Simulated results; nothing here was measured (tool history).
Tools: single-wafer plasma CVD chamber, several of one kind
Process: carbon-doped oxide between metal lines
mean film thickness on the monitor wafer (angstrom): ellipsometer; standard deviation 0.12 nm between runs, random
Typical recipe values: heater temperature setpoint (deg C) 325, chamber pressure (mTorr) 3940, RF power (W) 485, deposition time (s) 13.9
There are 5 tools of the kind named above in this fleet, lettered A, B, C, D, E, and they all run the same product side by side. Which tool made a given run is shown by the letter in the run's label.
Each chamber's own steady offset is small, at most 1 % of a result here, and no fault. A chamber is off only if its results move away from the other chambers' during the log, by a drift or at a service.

| run | day | heater temperature setpoint (deg C) | chamber pressure (mTorr) | RF power (W) | deposition time (s) | hours since the last thermocouple change | hours since the last RF generator calibration | hours since the last manometer calibration | read-back reference wafer on the same gauge, thickness_nm | mean film thickness on the monitor wafer (angstrom) |
|---|---|---|---|---|---|---|---|---|---|---|
| 1D | 0.479 | 325 | 3940 | 485 | 13.9 | 216 | 925.7 | 1550.8 | 82.711 | 741.17 |
|  | 0.804 | chamber E: thermocouple changed; heater temperature recalibrated |
| 2A | 1.083 | 325 | 3940 | 485 | 13.9 | 1417.6 | 1743.7 | 1183.4 | 82.667 | 736.65 |
| 3C | 1.546 | 325 | 3940 | 485 | 13.9 | 1852.7 | 1046.4 | 797.4 | 82.638 | 744.04 |
| 4B | 2.192 | 325 | 3940 | 485 | 13.9 | 69.3 | 1436.5 | 1096.2 | 82.64 | 740.47 |
| 5E | 2.85 | 325 | 3940 | 485 | 13.9 | 49.1 | 1016.9 | 1672.8 | 82.596 | 740 |
| 6A | 3.2 | 325 | 3940 | 485 | 13.9 | 1468.4 | 1794.5 | 1234.2 | 82.607 | 739.14 |
| 7B | 3.767 | 325 | 3940 | 485 | 13.9 | 107.1 | 1474.3 | 1134 | 82.636 | 742.2 |
| 8D | 4.375 | 325 | 3940 | 485 | 13.9 | 309.5 | 1019.2 | 1644.3 | 82.579 | 740.2 |
|  | 4.492 | chamber D: RF generator calibrated |
| 9C | 4.929 | 325 | 3940 | 485 | 13.9 | 1933.9 | 1127.6 | 878.6 | 82.601 | 742.14 |
| 10E | 5.3 | 325 | 3940 | 485 | 13.9 | 107.9 | 1075.7 | 1731.6 | 82.598 | 744.53 |
|  | 5.908 | chamber C: RF generator calibrated |
| 11B | 5.958 | 325 | 3940 | 485 | 13.9 | 159.7 | 1526.9 | 1186.6 | 82.559 | 738.14 |
| 12D | 6.421 | 325 | 3160 | 560 | 13.9 | 358.6 | 46.4 | 1693.4 | 82.555 | 790.41 |
| 13C | 7.05 | 325 | 3160 | 560 | 13.9 | 1984.8 | 27.5 | 929.5 | 82.524 | 792.78 |
| 14E | 7.629 | 325 | 3160 | 560 | 13.9 | 163.8 | 1131.6 | 1787.5 | 82.508 | 793.64 |
| 15A | 7.95 | 325 | 3160 | 560 | 13.9 | 1582.4 | 1908.5 | 1348.2 | 82.506 | 788.16 |
| 16B | 8.5 | 325 | 3160 | 560 | 13.9 | 220.7 | 1587.9 | 1247.6 | 82.458 | 788.46 |
| 17C | 9.133 | 325 | 3940 | 485 | 13.9 | 2034.8 | 77.5 | 979.5 | 82.463 | 742.51 |
| 18A | 9.542 | 325 | 3940 | 485 | 13.9 | 1620.6 | 1946.7 | 1386.4 | 82.478 | 735.68 |
| 19D | 9.862 | 325 | 3940 | 485 | 13.9 | 441.2 | 129 | 1776 | 82.442 | 739.41 |
| 20E | 10.367 | 325 | 3940 | 485 | 13.9 | 229.5 | 1197.3 | 1853.2 | 82.445 | 741.05 |
| 21E | 10.946 | 325 | 3940 | 485 | 13.9 | 243.4 | 1211.2 | 1867.1 | 82.414 | 740.52 |
| 22B | 11.612 | 325 | 3490 | 485 | 13.9 | 295.4 | 1662.6 | 1322.3 | 82.397 | 727.27 |
|  | 11.721 | chamber A: RF generator calibrated |
| 23D | 12.121 | 325 | 3490 | 485 | 13.9 | 495.4 | 183.2 | 1830.2 | 82.368 | 729.7 |
| 24C | 12.754 | 325 | 3490 | 485 | 13.9 | 2121.7 | 164.4 | 1066.4 | 82.392 | 731.03 |
| 25A | 13.042 | 325 | 3490 | 485 | 13.9 | 1704.6 | 31.7 | 1470.4 | 82.378 | 724.48 |
| 26B | 13.579 | 325 | 3490 | 485 | 13.9 | 342.6 | 1709.8 | 1369.5 | 82.354 | 725.19 |
| 27A | 14.208 | 325 | 3940 | 485 | 13.9 | 1732.6 | 59.7 | 1498.4 | 82.385 | 735.2 |
| 28E | 14.767 | 325 | 3940 | 485 | 13.9 | 335.1 | 1302.9 | 1958.8 | 82.313 | 739.87 |
| 29C | 15.342 | 325 | 4530 | 485 | 13.9 | 2183.8 | 226.5 | 1128.5 | 82.34 | 755.24 |
| 30D | 15.917 | 325 | 4530 | 485 | 13.9 | 586.5 | 274.3 | 1921.3 | 82.306 | 749.92 |
| 31A | 16.446 | 325 | 4530 | 485 | 13.9 | 1786.3 | 113.4 | 1552.1 | 82.261 | 748.76 |
|  | 16.612 | chamber B: RF generator calibrated |
| 32D | 16.762 | 325 | 4530 | 485 | 13.9 | 606.8 | 294.6 | 1941.6 | 82.308 | 750.26 |
| 33B | 17.275 | 325 | 4530 | 485 | 13.9 | 431.3 | 16 | 1458.2 | 82.272 | 750.98 |
| 34E | 17.883 | 325 | 3940 | 485 | 13.9 | 409.9 | 1377.7 | 2033.6 | 82.235 | 740.21 |
| 35C | 18.383 | 336 | 3940 | 485 | 13.9 | 2256.8 | 299.5 | 1201.5 | 82.267 | 711.52 |
| 36C | 19.029 | 336 | 3940 | 485 | 13.9 | 2272.3 | 315 | 1217 | 82.241 | 710.79 |
|  | 19.042 | chamber B: capacitance manometer re-zeroed and calibrated |
| 37A | 19.562 | 336 | 3940 | 485 | 13.9 | 1861.1 | 188.2 | 1626.9 | 82.251 | 707.64 |
| 38B | 20.088 | 336 | 3940 | 485 | 13.9 | 498.8 | 83.5 | 25.1 | 82.23 | 708.4 |
| 39D | 20.588 | 336 | 3940 | 485 | 13.9 | 698.6 | 386.4 | 2033.4 | 82.192 | 708.61 |
| 40E | 21.033 | 325 | 3940 | 420 | 13.9 | 485.5 | 1453.3 | 2109.2 | 82.154 | 668.84 |
| 41E | 21.633 | 325 | 3940 | 420 | 13.9 | 499.9 | 1467.7 | 2123.6 | 82.179 | 666.05 |

Is one chamber off against the others, does the gauge drift, or is nothing wrong? If a chamber is off, say which, and what the likeliest cause is.

It is the gauge, not a chamber: its drift shows up in every chamber's results at once, and no chamber is off.
Most likely cause: gauge reads low (%) = 0.659.
